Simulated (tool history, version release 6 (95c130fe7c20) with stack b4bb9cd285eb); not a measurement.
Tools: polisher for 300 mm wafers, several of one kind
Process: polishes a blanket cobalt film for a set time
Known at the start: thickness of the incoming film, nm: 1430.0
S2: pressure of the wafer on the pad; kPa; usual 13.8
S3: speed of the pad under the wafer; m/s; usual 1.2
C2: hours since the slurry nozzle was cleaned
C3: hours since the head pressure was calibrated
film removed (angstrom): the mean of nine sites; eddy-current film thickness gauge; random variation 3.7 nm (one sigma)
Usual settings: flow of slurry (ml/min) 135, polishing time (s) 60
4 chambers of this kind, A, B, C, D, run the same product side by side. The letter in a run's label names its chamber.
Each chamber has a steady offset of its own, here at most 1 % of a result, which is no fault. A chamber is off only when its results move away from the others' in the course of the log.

{"hour": 1.9, "done": "chamber A: head pressure recalibrated"}
{"run": "1B", "hour": 6.5, "flow of slurry (ml/min)": 135, "S2": 13.8, "S3": 1.2, "polishing time (s)": 60, "wafers polished on this pad": 844, "C2": 246.8, "C3": 223.5, "film removed (angstrom)": 3095}
{"hour": 7.2, "done": "chamber A: worn pad replaced by a new one"}
{"run": "2C", "hour": 10.8, "flow of slurry (ml/min)": 135, "S2": 13.8, "S3": 1.2, "polishing time (s)": 60, "wafers polished on this pad": 338, "C2": 447.5, "C3": 562.9, "film removed (angstrom)": 3181.8}
{"run": "3A", "hour": 19.8, "flow of slurry (ml/min)": 135, "S2": 13.8, "S3": 1.2, "polishing time (s)": 60, "wafers polished on this pad": 164, "C2": 617, "C3": 17.9, "film removed (angstrom)": 3142.8}
{"run": "4D", "hour": 23.9, "flow of slurry (ml/min)": 135, "S2": 13.8, "S3": 1.2, "polishing time (s)": 60, "wafers polished on this pad": 706, "C2": 31.9, "C3": 295.6, "film removed (angstrom)": 3167.5}
{"hour": 28.7, "done": "chamber A: slurry nozzle cleaned"}
{"run": "5B", "hour": 30.2, "flow of slurry (ml/min)": 135, "S2": 12.4, "S3": 1.2, "polishing time (s)": 48, "wafers polished on this pad": 1151, "C2": 270.5, "C3": 247.2, "film removed (angstrom)": 2244.8}
{"run": "6A", "hour": 36.2, "flow of slurry (ml/min)": 135, "S2": 12.4, "S3": 1.2, "polishing time (s)": 48, "wafers polished on this pad": 377, "C2": 7.6, "C3": 34.3, "film removed (angstrom)": 2269.9}
{"hour": 38.9, "done": "chamber B: worn pad replaced by a new one"}
{"run": "7C", "hour": 43.3, "flow of slurry (ml/min)": 135, "S2": 12.4, "S3": 1.2, "polishing time (s)": 48, "wafers polished on this pad": 760, "C2": 480, "C3": 595.4, "film removed (angstrom)": 2244.1}
{"hour": 49.3, "done": "chamber D: worn pad replaced by a new one"}
{"run": "8D", "hour": 52.1, "flow of slurry (ml/min)": 135, "S2": 12.4, "S3": 1.2, "polishing time (s)": 48, "wafers polished on this pad": 36, "C2": 60.1, "C3": 323.8, "film removed (angstrom)": 2297.1}
{"run": "9B", "hour": 57.8, "flow of slurry (ml/min)": 135, "S2": 13.8, "S3": 1.2, "polishing time (s)": 60, "wafers polished on this pad": 245, "C2": 298.1, "C3": 274.8, "film removed (angstrom)": 3136}
{"run": "10A", "hour": 65.8, "flow of slurry (ml/min)": 135, "S2": 13.8, "S3": 1.2, "polishing time (s)": 60, "wafers polished on this pad": 761, "C2": 37.2, "C3": 63.9, "film removed (angstrom)": 3194.5}
{"run": "11D", "hour": 71.5, "flow of slurry (ml/min)": 135, "S2": 13.8, "S3": 1.2, "polishing time (s)": 60, "wafers polished on this pad": 288, "C2": 79.5, "C3": 343.2, "film removed (angstrom)": 3147.2}
{"hour": 73.7, "done": "chamber C: worn pad replaced by a new one"}
{"run": "12C", "hour": 76.0, "flow of slurry (ml/min)": 135, "S2": 13.8, "S3": 1.2, "polishing time (s)": 60, "wafers polished on this pad": 30, "C2": 512.7, "C3": 628.1, "film removed (angstrom)": 3191.4}
{"run": "13A", "hour": 84.9, "flow of slurry (ml/min)": 135, "S2": 13.8, "S3": 1.2, "polishing time (s)": 60, "wafers polished on this pad": 1009, "C2": 56.3, "C3": 83, "film removed (angstrom)": 3239.5}
{"hour": 90.6, "done": "chamber B: head pressure recalibrated"}
{"run": "14C", "hour": 92.4, "flow of slurry (ml/min)": 135, "S2": 13.8, "S3": 1.2, "polishing time (s)": 60, "wafers polished on this pad": 242, "C2": 529.1, "C3": 644.5, "film removed (angstrom)": 3191.9}
{"run": "15D", "hour": 97.8, "flow of slurry (ml/min)": 135, "S2": 13.8, "S3": 1.2, "polishing time (s)": 60, "wafers polished on this pad": 629, "C2": 105.8, "C3": 369.5, "film removed (angstrom)": 3174.7}
{"hour": 99.3, "done": "chamber C: slurry nozzle cleaned"}
{"run": "16B", "hour": 103.2, "flow of slurry (ml/min)": 135, "S2": 13.8, "S3": 1.2, "polishing time (s)": 60, "wafers polished on this pad": 835, "C2": 343.5, "C3": 12.7, "film removed (angstrom)": 3066.3}
{"run": "17C", "hour": 111.0, "flow of slurry (ml/min)": 135, "S2": 13.8, "S3": 1.2, "polishing time (s)": 60, "wafers polished on this pad": 484, "C2": 11.7, "C3": 663.1, "film removed (angstrom)": 3155.7}
{"hour": 111.7, "done": "chamber A: worn pad replaced by a new one"}
{"run": "18A", "hour": 118.9, "flow of slurry (ml/min)": 135, "S2": 13.8, "S3": 1.2, "polishing time (s)": 60, "wafers polished on this pad": 93, "C2": 90.3, "C3": 117, "film removed (angstrom)": 3134.1}
{"run": "19D", "hour": 123.5, "flow of slurry (ml/min)": 100, "S2": 13.8, "S3": 1.2, "polishing time (s)": 60, "wafers polished on this pad": 963, "C2": 131.5, "C3": 395.2, "film removed (angstrom)": 2975.3}
{"hour": 125.9, "done": "chamber D: worn pad replaced by a new one"}
{"run": "20B", "hour": 130.7, "flow of slurry (ml/min)": 100, "S2": 13.8, "S3": 1.2, "polishing time (s)": 60, "wafers polished on this pad": 1192, "C2": 371, "C3": 40.2, "film removed (angstrom)": 2991.9}
{"hour": 132.4, "done": "chamber B: worn pad replaced by a new one"}
{"run": "21D", "hour": 138.5, "flow of slurry (ml/min)": 100, "S2": 13.8, "S3": 1.2, "polishing time (s)": 60, "wafers polished on this pad": 164, "C2": 146.5, "C3": 410.2, "film removed (angstrom)": 2975.2}
{"run": "22C", "hour": 145.3, "flow of slurry (ml/min)": 100, "S2": 13.8, "S3": 1.2, "polishing time (s)": 60, "wafers polished on this pad": 929, "C2": 46, "C3": 697.4, "film removed (angstrom)": 2984.3}
{"hour": 146.1, "done": "chamber C: worn pad replaced by a new one"}
{"run": "23A", "hour": 152.3, "flow of slurry (ml/min)": 135, "S2": 13.8, "S3": 1.2, "polishing time (s)": 60, "wafers polished on this pad": 527, "C2": 123.7, "C3": 150.4, "film removed (angstrom)": 3166.5}
{"run": "24B", "hour": 160.0, "flow of slurry (ml/min)": 135, "S2": 13.8, "S3": 1.2, "polishing time (s)": 60, "wafers polished on this pad": 358, "C2": 400.3, "C3": 69.5, "film removed (angstrom)": 3077.2}
{"run": "25D", "hour": 164.1, "flow of slurry (ml/min)": 135, "S2": 13.8, "S3": 1.2, "polishing time (s)": 60, "wafers polished on this pad": 497, "C2": 172.1, "C3": 435.8, "film removed (angstrom)": 3232}
{"run": "26A", "hour": 171.5, "flow of slurry (ml/min)": 135, "S2": 13.8, "S3": 1.2, "polishing time (s)": 49, "wafers polished on this pad": 776, "C2": 142.9, "C3": 169.6, "film removed (angstrom)": 2610.5}
{"run": "27C", "hour": 180.3, "flow of slurry (ml/min)": 135, "S2": 13.8, "S3": 1.2, "polishing time (s)": 49, "wafers polished on this pad": 444, "C2": 81, "C3": 732.4, "film removed (angstrom)": 2618.7}
{"run": "28B", "hour": 187.1, "flow of slurry (ml/min)": 135, "S2": 13.8, "S3": 1.2, "polishing time (s)": 49, "wafers polished on this pad": 710, "C2": 427.4, "C3": 96.6, "film removed (angstrom)": 2577.1}
{"run": "29D", "hour": 193.1, "flow of slurry (ml/min)": 135, "S2": 13.8, "S3": 1.2, "polishing time (s)": 49, "wafers polished on this pad": 873, "C2": 201.1, "C3": 464.8, "film removed (angstrom)": 2574.5}
{"hour": 197.7, "done": "chamber D: worn pad replaced by a new one"}
{"run": "30B", "hour": 197.8, "flow of slurry (ml/min)": 135, "S2": 13.8, "S3": 1.2, "polishing time (s)": 60, "wafers polished on this pad": 849, "C2": 438.1, "C3": 107.3, "film removed (angstrom)": 3105.1}
{"run": "31C", "hour": 204.7, "flow of slurry (ml/min)": 135, "S2": 13.8, "S3": 1.2, "polishing time (s)": 60, "wafers polished on this pad": 760, "C2": 105.4, "C3": 756.8, "film removed (angstrom)": 3124.4}
{"run": "32A", "hour": 209.3, "flow of slurry (ml/min)": 135, "S2": 11, "S3": 0.8, "polishing time (s)": 60, "wafers polished on this pad": 1267, "C2": 180.7, "C3": 207.4, "film removed (angstrom)": 1697.5}
{"hour": 212.0, "done": "chamber A: worn pad replaced by a new one"}
{"run": "33C", "hour": 213.5, "flow of slurry (ml/min)": 135, "S2": 11, "S3": 0.8, "polishing time (s)": 60, "wafers polished on this pad": 875, "C2": 114.2, "C3": 765.6, "film removed (angstrom)": 1683.8}
{"run": "34B", "hour": 218.6, "flow of slurry (ml/min)": 135, "S2": 11, "S3": 0.8, "polishing time (s)": 60, "wafers polished on this pad": 1119, "C2": 458.9, "C3": 128.1, "film removed (angstrom)": 1667.1}
{"run": "35A", "hour": 226.3, "flow of slurry (ml/min)": 135, "S2": 11, "S3": 0.8, "polishing time (s)": 60, "wafers polished on this pad": 185, "C2": 197.7, "C3": 224.4, "film removed (angstrom)": 1711.9}
{"run": "36D", "hour": 231.0, "flow of slurry (ml/min)": 135, "S2": 13.8, "S3": 1.2, "polishing time (s)": 60, "wafers polished on this pad": 432, "C2": 239, "C3": 502.7, "film removed (angstrom)": 3165.7}

Next, every chamber runs the same settings. What will each give?
{"run": "37A", "hour": 237.4, "flow of slurry (ml/min)": 135, "S2": 13.8, "S3": 1.2, "polishing time (s)": 60, "film removed (angstrom)": "?"}
{"run": "37B", "hour": 237.4, "flow of slurry (ml/min)": 135, "S2": 13.8, "S3": 1.2, "polishing time (s)": 60, "film removed (angstrom)": "?"}
{"run": "37C", "hour": 237.4, "flow of slurry (ml/min)": 135, "S2": 13.8, "S3": 1.2, "polishing time (s)": 60, "film removed (angstrom)": "?"}
{"run": "37D", "hour": 237.4, "flow of slurry (ml/min)": 135, "S2": 13.8, "S3": 1.2, "polishing time (s)": 60, "film removed (angstrom)": "?"}

run=37A film_removed_(angstrom)=3203.8
run=37B film_removed_(angstrom)=3107
run=37C film_removed_(angstrom)=3226.8
run=37D film_removed_(angstrom)=3146.4
